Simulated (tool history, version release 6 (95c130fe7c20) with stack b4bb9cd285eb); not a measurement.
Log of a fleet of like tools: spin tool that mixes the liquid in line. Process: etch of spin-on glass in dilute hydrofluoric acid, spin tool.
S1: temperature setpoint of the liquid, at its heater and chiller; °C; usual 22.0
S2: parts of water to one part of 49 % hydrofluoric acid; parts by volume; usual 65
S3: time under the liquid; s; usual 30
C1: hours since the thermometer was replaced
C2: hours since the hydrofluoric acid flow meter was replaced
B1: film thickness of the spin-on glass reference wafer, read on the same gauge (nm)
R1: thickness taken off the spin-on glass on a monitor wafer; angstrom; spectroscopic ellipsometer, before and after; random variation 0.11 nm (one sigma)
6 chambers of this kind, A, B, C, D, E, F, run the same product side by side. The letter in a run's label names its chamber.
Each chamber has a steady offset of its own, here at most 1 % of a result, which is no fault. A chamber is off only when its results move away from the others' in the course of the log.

run	hour	S1	S2	S3	C1	C2	B1	R1
1C	10.9	22.0	65	30	1358.6	250.9	30.004	142.250
2D	20.3	22.0	65	30	1050.0	100.2	30.000	141.320
3E	32.3	22.0	65	30	672.4	102.7	29.988	140.370
4A	39.1	22.0	65	30	1729.1	483.8	29.990	138.420
5F	47.8	22.0	65	30	1073.8	1210.1	30.001	138.860
6B	59.6	26.0	65	15	571.8	94.5	29.994	81.488
7E	65.2	26.0	65	15	705.3	135.6	30.006	82.308
8D	73.6	26.0	65	15	1103.3	153.5	30.016	83.191
9C	81.9	26.0	65	15	1429.6	321.9	30.015	82.900
10F	90.2	26.0	65	15	1116.2	1252.5	30.003	82.954
11A	95.9	26.0	65	15	1785.9	540.6	29.991	81.295
12B	102.0	22.0	65	30	614.2	136.9	29.983	139.120
13A	109.7	22.0	80	50	1799.7	554.4	30.009	187.730
14D	117.1	22.0	80	50	1146.8	197.0	30.007	186.240
15C	123.8	22.0	80	50	1471.5	363.8	29.991	186.050
16B	135.4	22.0	80	50	647.6	170.3	29.985	182.180
17F	146.0	22.0	80	50	1172.0	1308.3	29.991	191.990
18E	157.9	22.0	80	50	798.0	228.3	29.995	185.140
19A	166.9	22.0	65	30	1856.9	611.6	30.000	137.900
20D	177.2	18.0	50	30	1206.9	257.1	29.997	158.300
21F	187.5	18.0	50	30	1213.5	1349.8	29.970	162.260
22E	198.8	18.0	50	30	838.9	269.2	29.999	153.530
# hour 199.9: chamber D: thermometer replaced
23B	209.3	18.0	50	30	721.5	244.2	29.996	155.710
24C	219.8	18.0	50	30	1567.5	459.8	30.002	157.970
25B	231.1	18.0	50	30	743.3	266.0	30.006	157.240
26E	239.5	22.0	65	30	879.6	309.9	30.002	136.720
27F	246.6	22.0	65	30	1272.6	1408.9	29.996	151.790
28C	258.5	17.5	65	15	1606.2	498.5	29.986	58.391
# hour 264.3: chamber A: thermometer replaced
29D	269.7	17.5	65	15	69.8	349.6	30.013	58.107
30A	276.0	17.5	65	15	11.8	720.7	30.008	57.858
31E	286.4	17.5	65	15	926.5	356.8	30.009	57.697
32C	294.8	17.5	65	15	1642.5	534.8	30.008	58.087
33D	307.4	17.5	65	15	107.5	387.3	30.003	57.693
34A	318.5	22.0	65	30	54.3	763.2	29.996	140.530
35B	330.3	17.5	65	15	842.5	365.2	29.972	58.630
36F	340.4	17.5	65	15	1366.4	1502.7	29.974	64.221

What goes on in this fleet: one chamber off, a drifting gauge, or nothing beyond the chambers' own small offsets? Name the chamber and the cause, if any.

Chamber F drifts away from the others.
Cause: hydrofluoric acid flow above the setpoint (%) = 10.6.
The log may not tell that from: liquid hotter than its thermometer reads (K).

Here are 4 candidates for chamber F's next run, each the usual settings with a change, their results left as question marks. Which one brings its results back in line with what the others give on the usual settings?
In line means no further than this from the other chambers' mean on the usual settings: R1 3.900 angstrom
37F-1	349.4	24.5	65	30				?
37F-2	349.4	23.0	65	30				?
37F-3	349.4	21.0	65	30				?
37F-4	349.4	21.5	70	30				?

The other chambers' mean on the usual settings: R1 139.900 angstrom
run	R1
37F-1	173.030
37F-2	162.660
37F-3	149.570
37F-4	141.220
37F-4 brings the chamber back in line.

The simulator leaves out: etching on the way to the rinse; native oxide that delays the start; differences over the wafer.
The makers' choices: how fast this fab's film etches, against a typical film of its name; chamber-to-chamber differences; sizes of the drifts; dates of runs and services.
